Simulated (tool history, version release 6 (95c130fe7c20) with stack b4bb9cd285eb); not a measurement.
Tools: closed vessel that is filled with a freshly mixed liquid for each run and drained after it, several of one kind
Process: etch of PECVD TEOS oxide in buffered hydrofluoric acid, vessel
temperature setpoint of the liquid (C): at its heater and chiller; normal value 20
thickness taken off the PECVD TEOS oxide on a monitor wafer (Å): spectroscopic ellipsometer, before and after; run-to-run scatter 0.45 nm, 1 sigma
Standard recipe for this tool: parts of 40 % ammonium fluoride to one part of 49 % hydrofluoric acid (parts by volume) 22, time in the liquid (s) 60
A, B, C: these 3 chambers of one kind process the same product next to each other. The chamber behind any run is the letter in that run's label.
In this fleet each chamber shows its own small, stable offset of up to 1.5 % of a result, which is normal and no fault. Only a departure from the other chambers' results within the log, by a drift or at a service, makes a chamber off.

run	hour	temperature setpoint of the liquid (C)	parts of 40 % ammonium fluoride to one part of 49 % hydrofluoric acid (parts by volume)	time in the liquid (s)	read-back film thickness of the PECVD TEOS oxide reference wafer, read on the same gauge (nm)	thickness taken off the PECVD TEOS oxide on a monitor wafer (Å)
1C	7.8	20	22	60	60.013	774.03
2B	17.3	20	22	60	59.991	784.38
3A	27.7	20	22	60	59.991	772.79
4C	41.1	20	22	60	59.976	781.97
5A	53.9	20	22	60	59.99	774.74
6B	61.7	20	22	60	59.984	780.82
7C	72.8	20	22	60	59.99	781.64
8A	81.5	20	22	60	59.999	776.99
9B	92	20	22	60	59.993	779.75
10B	106.1	20	22	60	60.013	784.07
11C	117.1	20	22	60	60.007	761.72
12A	124.5	24.5	22	60	59.99	999.28
13A	135	24.5	22	60	59.993	995.11
14B	146.7	24.5	22	60	60.02	999.72
15C	161	20	22	60	59.983	756.99
16B	169.3	20	22	60	60.021	775.85
17A	176.8	20	22	60	59.993	774.47
18C	191	20	22	60	60.028	750.05
19A	198.1	20	22	60	60.018	772.47
20C	206.9	20	22	60	60	747.13
21B	216.2	20	22	60	59.988	775.35
22B	226.9	20	22	60	59.981	773.8
23A	234.9	20	22	35	60.012	449.88
24C	242.7	20	22	35	60.01	427.99
25A	256.4	20	22	35	59.992	453.41
26C	271.3	20	22	60	59.968	728.55
27B	279.7	20	22	60	59.981	777.35
28B	292.1	20	22	60	59.998	789.38
29C	304.6	20	22	60	60	732.56
30A	315.8	20	22	60	60.025	769.83
31C	324.6	20	22	60	60.032	724.62
32A	336.5	20	22	60	60.01	783.9
33B	347.7	20	22	60	60.016	785.53

Decide between three cases: one chamber stands off from its peers, the gauge reading all wafers drifts, or nothing is wrong past each chamber's small offset. Where a chamber is off, say which and what most likely put it there.

Chamber C drifts away from the others.
Most likely cause: hydrofluoric acid flow below the setpoint (%) = 11.1.
The log might look much the same if the cause were instead: liquid colder than its thermometer reads (K).

Here are 4 candidates for chamber C's next run, each the usual settings with a change, their results left as question marks. Which one brings its results back in line with what the others give on the usual settings?
In line here means within this much of the mean the other chambers give on the usual settings: thickness taken off the PECVD TEOS oxide on a monitor wafer (Å) 16
34C-1	359	20	24.5	60		?
34C-2	359	20.5	21.5	60		?
34C-3	359	19.5	22.5	60		?
34C-4	359	20	22	65		?

Mean of the other chambers on the usual settings: thickness taken off the PECVD TEOS oxide on a monitor wafer (Å) 777.46
run	thickness taken off the PECVD TEOS oxide on a monitor wafer (Å)
34C-1	661.77
34C-2	745.71
34C-3	682.84
34C-4	772.96
34C-4 is the one that brings the chamber's results back in line with the other chambers.
